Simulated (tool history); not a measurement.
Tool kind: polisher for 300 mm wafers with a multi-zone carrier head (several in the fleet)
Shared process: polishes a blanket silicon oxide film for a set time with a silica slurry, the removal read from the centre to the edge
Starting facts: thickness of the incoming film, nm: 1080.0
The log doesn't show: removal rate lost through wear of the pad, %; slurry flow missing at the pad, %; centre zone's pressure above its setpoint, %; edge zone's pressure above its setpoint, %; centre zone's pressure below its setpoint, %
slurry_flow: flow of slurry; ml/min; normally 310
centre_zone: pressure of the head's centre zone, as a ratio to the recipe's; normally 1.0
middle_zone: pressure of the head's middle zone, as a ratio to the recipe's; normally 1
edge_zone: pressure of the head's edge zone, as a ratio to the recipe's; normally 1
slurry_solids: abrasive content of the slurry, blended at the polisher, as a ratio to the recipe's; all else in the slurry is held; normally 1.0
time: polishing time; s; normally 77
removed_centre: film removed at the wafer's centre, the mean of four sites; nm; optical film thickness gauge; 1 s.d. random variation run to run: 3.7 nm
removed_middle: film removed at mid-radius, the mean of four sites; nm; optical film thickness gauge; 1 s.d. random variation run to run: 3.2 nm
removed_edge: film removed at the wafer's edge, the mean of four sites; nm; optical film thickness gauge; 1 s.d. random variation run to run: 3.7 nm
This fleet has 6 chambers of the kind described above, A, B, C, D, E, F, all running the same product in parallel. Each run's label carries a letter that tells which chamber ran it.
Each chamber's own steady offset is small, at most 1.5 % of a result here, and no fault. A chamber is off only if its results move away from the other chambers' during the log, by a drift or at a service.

run   hour  slurry_flow  centre_zone  middle_zone  edge_zone  slurry_solids  time  wafers polished on this pad  hours since the slurry nozzle was cleaned  hours since the centre zone pressure was calibrated  hours since the edge zone pressure was calibrated  removed_centre  removed_middle  removed_edge
       5.1  -- chamber E: centre zone pressure recalibrated
 1D    6.7          310          1.0            1          1            1.0    77                          785                                       57.1                                                491.0                                              216.5          244.13          250.36        247.53
       7.0  -- chamber E: worn pad replaced by a new one
      11.1  -- chamber A: worn pad replaced by a new one
 2E   17.4          310          1.0            1          1            1.0    77                          115                                      278.6                                                 12.3                                              616.4          248.41          251.01        249.42
      19.3  -- chamber D: worn pad replaced by a new one
 3C   24.8          310          1.0            1          1            1.0    77                         1029                                      342.9                                                 75.7                                              474.8          242.34          249.17        257.28
 4B   32.8          310          1.0            1          1            1.0    77                          538                                       62.7                                                504.9                                              420.9          249.14          253.12        250.50
 5A   41.3          310          1.0            1          1            1.0    77                          336                                       64.5                                                284.9                                              590.8          244.75          250.58        245.87
      48.5  -- chamber C: worn pad replaced by a new one
 6F   50.7          310          1.0            1          1            1.0    77                         1215                                      176.7                                                312.7                                              624.9          249.44          250.77        258.03
 7E   57.7          310          1.0            1          1            1.0    77                          565                                      318.9                                                 52.6                                              656.7          256.46          245.74        250.50
 8C   65.2          310          1.0            1          1            1.0    77                          186                                      383.3                                                116.1                                              515.2          253.62          250.06        253.76
      65.6  -- chamber B: worn pad replaced by a new one
      71.0  -- chamber F: worn pad replaced by a new one
 9D   71.6          310          1.0            1          1            1.0    77                          583                                      122.0                                                555.9                                              281.4          247.31          243.23        252.38
10F   81.7          310          1.0            1          1            1.0    77                          120                                      207.7                                                343.7                                              655.9          246.50          254.63        246.87
      86.4  -- chamber A: worn pad replaced by a new one
11A   91.0          310          1.0            1          1            1.0    77                           51                                      114.2                                                334.6                                              640.5          246.24          250.69        248.30
12B   97.2          310          1.0            1          1            1.0    77                          352                                      127.1                                                569.3                                              485.3          242.91          249.70        244.86
     105.5  -- chamber D: worn pad replaced by a new one
13A  107.3          310          1.0            1          1            1.0    77                          233                                      130.5                                                350.9                                              656.8          249.59          252.07        249.43
14F  115.2          310          1.0            1          1            1.0    77                          493                                      241.2                                                377.2                                              689.4          253.73          242.66        245.58
15B  124.9          310          1.0            1          1            1.0    77                          661                                      154.8                                                597.0                                              513.0          254.54          249.55        247.10
     127.6  -- chamber E: worn pad replaced by a new one
16E  134.3          310          1.0            1          1            1.0    77                           74                                      395.5                                                129.2                                              733.3          251.44          254.79        245.35
17C  139.3          310          1.0            1          1            1.0    77                         1012                                      457.4                                                190.2                                              589.3          246.49          252.40        252.36
     146.7  -- chamber B: worn pad replaced by a new one
18D  149.1          310          1.1            1          1            0.7    77                          486                                      199.5                                                633.4                                              358.9          228.19          213.95        204.92
19C  155.9          310          1.1            1          1            0.7    77                         1197                                      474.0                                                206.8                                              605.9          232.63          206.67        206.09
     161.8  -- chamber A: worn pad replaced by a new one
20A  163.2          310          1.1            1          1            0.7    77                           15                                      186.4                                                406.8                                              712.7          230.64          207.20        206.12
     165.3  -- chamber C: worn pad replaced by a new one
21F  169.2          310          1.1            1          1            0.7    77                         1095                                      295.2                                                431.2                                              743.4          229.80          203.89        201.11
22B  177.3          310          1.1            1          1            0.7    77                          341                                      207.2                                                649.4                                              565.4          229.67          204.62        212.91
23E  187.8          310          1.1            1          1            0.7    77                          670                                      449.0                                                182.7                                              786.8          229.64          207.28        212.39
     190.4  -- chamber F: worn pad replaced by a new one
24D  192.7          310          1.0            1          1            1.0    77                          972                                      243.1                                                677.0                                              402.5          243.51          242.93        250.97
     196.5  -- chamber B: slurry nozzle cleaned
     198.3  -- chamber D: worn pad replaced by a new one
     199.1  -- chamber A: centre zone pressure recalibrated
25F  201.5          310          1.0            1          1            1.0    77                          124                                      327.5                                                463.5                                              775.7          243.87          244.61        247.68
26A  209.6          310          1.0            1          1            1.0    77                          532                                      232.8                                                 10.5                                              759.1          243.84          250.50        244.89
     219.1  -- chamber B: worn pad replaced by a new one
27C  219.8          310          1.0            1          1            1.0    77                          608                                      537.9                                                270.7                                              669.8          248.10          250.95        255.72
     224.1  -- chamber E: worn pad replaced by a new one
     224.2  -- chamber F: centre zone pressure recalibrated
28E  230.0          310          1.0            1          1            0.9    77                           66                                      491.2                                                224.9                                              829.0          237.18          238.79        231.65
     231.3  -- chamber A: worn pad replaced by a new one
29B  239.7          310          1.0            1          1            0.9    77                          230                                       43.3                                                711.8                                              627.8          238.76          238.70        239.38
30D  249.4          310          1.0            1          1            0.9    77                          570                                      299.8                                                733.7                                              459.2          237.03          237.80        236.60
31B  256.5          310          1.0            1          1            0.9    77                          417                                       60.1                                                728.6                                              644.6          232.46          235.62        240.08
32A  267.0          310          1.0            1          1            0.9    77                          398                                      290.2                                                 67.9                                              816.5          237.55          234.54        233.82
33D  276.1          310          1.0            1          1            0.9    77                          868                                      326.5                                                760.4                                              485.9          236.17          234.70        231.50
     277.6  -- chamber E: centre zone pressure recalibrated
34C  283.8          310          1.0            1          1            1.0    77                         1321                                      601.9                                                334.7                                              733.8          246.81          252.11        247.44
35E  289.1          310          1.0            1          1            1.0    77                          724                                      550.3                                                 11.5                                              888.1          251.10          246.05        245.07
36F  296.1          310          1.0            1          1            1.0    77                         1178                                      422.1                                                 72.0                                              870.3          248.99          247.75        244.02

Has any chamber moved away from the others, gradually or after a service, or does the common gauge drift, or do the chambers differ only by their own small steady offsets? State the chamber and the most likely cause if one applies.

No chamber stands off beyond its own small offset, and the gauge holds steady.

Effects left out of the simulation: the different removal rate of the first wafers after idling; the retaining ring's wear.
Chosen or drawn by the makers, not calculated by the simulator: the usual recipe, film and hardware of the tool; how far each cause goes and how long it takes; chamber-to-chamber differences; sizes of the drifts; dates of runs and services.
